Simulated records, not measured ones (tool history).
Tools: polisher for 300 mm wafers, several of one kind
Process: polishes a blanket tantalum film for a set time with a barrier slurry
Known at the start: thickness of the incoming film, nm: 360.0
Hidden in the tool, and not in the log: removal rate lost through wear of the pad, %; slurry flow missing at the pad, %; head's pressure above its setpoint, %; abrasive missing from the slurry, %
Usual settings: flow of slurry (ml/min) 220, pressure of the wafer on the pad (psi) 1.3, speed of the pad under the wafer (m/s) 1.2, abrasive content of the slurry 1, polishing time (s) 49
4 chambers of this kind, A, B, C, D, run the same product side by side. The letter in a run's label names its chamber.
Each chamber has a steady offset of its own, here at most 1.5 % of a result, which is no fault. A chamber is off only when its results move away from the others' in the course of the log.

| run | hour | flow of slurry (ml/min) | pressure of the wafer on the pad (psi) | speed of the pad under the wafer (m/s) | abrasive content of the slurry | polishing time (s) | wafers polished on this pad | hours since the slurry nozzle was cleaned | hours since the head pressure was calibrated | hours since the slurry blender was calibrated | film removed (nm) |
|---|---|---|---|---|---|---|---|---|---|---|---|
|  | 7.1 | chamber C: worn pad replaced by a new one |
| 1B | 7.8 | 220 | 1.3 | 1.2 | 1 | 49 | 323 | 88.9 | 279.8 | 184.9 | 57.377 |
|  | 11.3 | chamber A: worn pad replaced by a new one |
|  | 16 | chamber C: head pressure recalibrated |
| 2A | 18.3 | 220 | 1.3 | 1.2 | 1 | 49 | 58 | 268.1 | 419.2 | 180.3 | 57.287 |
|  | 25.5 | chamber B: worn pad replaced by a new one |
| 3D | 31 | 220 | 1.3 | 1.2 | 1 | 49 | 301 | 62.8 | 119.9 | 234.5 | 58.765 |
| 4C | 38.1 | 220 | 1.3 | 1.2 | 1 | 49 | 259 | 96.1 | 22.2 | 209.6 | 58.623 |
| 5A | 48.5 | 220 | 1.3 | 1.2 | 1 | 49 | 311 | 298.3 | 449.4 | 210.5 | 56.68 |
| 6D | 61.3 | 220 | 1.3 | 1.2 | 1 | 49 | 555 | 93.1 | 150.2 | 264.8 | 58.782 |
| 7B | 70.8 | 220 | 1.3 | 0.84 | 1 | 56 | 379 | 151.9 | 342.8 | 247.9 | 47.304 |
| 8C | 79.7 | 220 | 1.3 | 0.84 | 1 | 56 | 607 | 137.7 | 63.8 | 251.2 | 46.873 |
|  | 89.3 | chamber B: worn pad replaced by a new one |
| 9B | 92.3 | 220 | 1.3 | 0.84 | 1 | 56 | 25 | 173.4 | 364.3 | 269.4 | 47.207 |
| 10C | 103.8 | 220 | 1.3 | 0.84 | 1 | 56 | 809 | 161.8 | 87.9 | 275.3 | 47.159 |
|  | 109.1 | chamber D: worn pad replaced by a new one |
| 11D | 112.4 | 260 | 1.3 | 1.2 | 1.1 | 49 | 28 | 144.2 | 201.3 | 315.9 | 60.702 |
| 12A | 125.1 | 260 | 1.3 | 1.2 | 1.1 | 49 | 952 | 374.9 | 526 | 287.1 | 59.271 |
|  | 138 | chamber A: slurry blender recalibrated |
|  | 138.3 | chamber C: worn pad replaced by a new one |
| 13B | 140.1 | 260 | 1.3 | 1.2 | 1.1 | 49 | 424 | 221.2 | 412.1 | 317.2 | 61.747 |
| 14D | 150.3 | 260 | 1.3 | 1.2 | 1.1 | 49 | 345 | 182.1 | 239.2 | 353.8 | 61.981 |
|  | 151.4 | chamber B: worn pad replaced by a new one |
|  | 155.6 | chamber D: slurry blender recalibrated |
| 15A | 162.2 | 220 | 1.3 | 1.2 | 1 | 49 | 1262 | 412 | 563.1 | 24.3 | 56.791 |
|  | 171.2 | chamber A: worn pad replaced by a new one |
| 16C | 177.9 | 220 | 1.3 | 1.2 | 1 | 49 | 331 | 235.9 | 162 | 349.4 | 58.446 |
|  | 183.3 | chamber A: slurry nozzle cleaned |
| 17C | 186.3 | 220 | 1.3 | 1.2 | 1 | 49 | 401 | 244.3 | 170.4 | 357.8 | 57.656 |
| 18A | 199.1 | 220 | 1.3 | 1.2 | 1 | 49 | 233 | 15.8 | 600 | 61.2 | 57.2 |
| 19B | 214.9 | 220 | 1.3 | 1.2 | 1 | 49 | 531 | 296 | 486.9 | 392 | 58.827 |
|  | 225 | chamber B: worn pad replaced by a new one |
| 20D | 226.2 | 220 | 1.3 | 1.2 | 1 | 49 | 980 | 258 | 315.1 | 70.6 | 57.228 |
|  | 232.1 | chamber B: slurry blender recalibrated |
|  | 232.4 | chamber D: worn pad replaced by a new one |
| 21A | 237.8 | 220 | 1.3 | 1.2 | 1 | 49 | 557 | 54.5 | 638.7 | 99.9 | 57.954 |
|  | 238.9 | chamber C: slurry nozzle cleaned |
|  | 239 | chamber A: head pressure recalibrated |
| 22D | 250 | 220 | 1.3 | 1.2 | 1 | 49 | 147 | 281.8 | 338.9 | 94.4 | 58.799 |
| 23C | 263.4 | 220 | 1.3 | 1.2 | 1 | 49 | 1046 | 24.5 | 247.5 | 434.9 | 59.208 |
| 24B | 272.3 | 220 | 1.3 | 1.2 | 1 | 49 | 395 | 353.4 | 544.3 | 40.3 | 58.964 |
|  | 273.9 | chamber C: worn pad replaced by a new one |
| 25D | 280.4 | 220 | 1.3 | 1.2 | 1 | 49 | 401 | 312.2 | 369.3 | 124.8 | 58.479 |
| 26B | 294.5 | 220 | 1.3 | 1.2 | 1 | 49 | 581 | 375.6 | 566.5 | 62.5 | 58.587 |
| 27C | 304.4 | 220 | 1.3 | 1.2 | 1 | 49 | 255 | 65.5 | 288.5 | 475.9 | 59.195 |
| 28A | 314.5 | 220 | 1.3 | 1.2 | 1 | 49 | 1199 | 131.2 | 75.5 | 176.6 | 58.064 |
| 29D | 328.2 | 220 | 1.3 | 1.2 | 1 | 49 | 801 | 360 | 417.1 | 172.6 | 58.521 |

All 4 chambers run these settings next. Forecast each chamber's results:
| 30A | 339.6 | 220 | 1.3 | 1.2 | 0.75 | 49 |  |  |  |  | ? |
| 30B | 339.6 | 220 | 1.3 | 1.2 | 0.75 | 49 |  |  |  |  | ? |
| 30C | 339.6 | 220 | 1.3 | 1.2 | 0.75 | 49 |  |  |  |  | ? |
| 30D | 339.6 | 220 | 1.3 | 1.2 | 0.75 | 49 |  |  |  |  | ? |

| run | film removed (nm) |
|---|---|
| 30A | 53.351 |
| 30B | 53.666 |
| 30C | 53.829 |
| 30D | 54.944 |
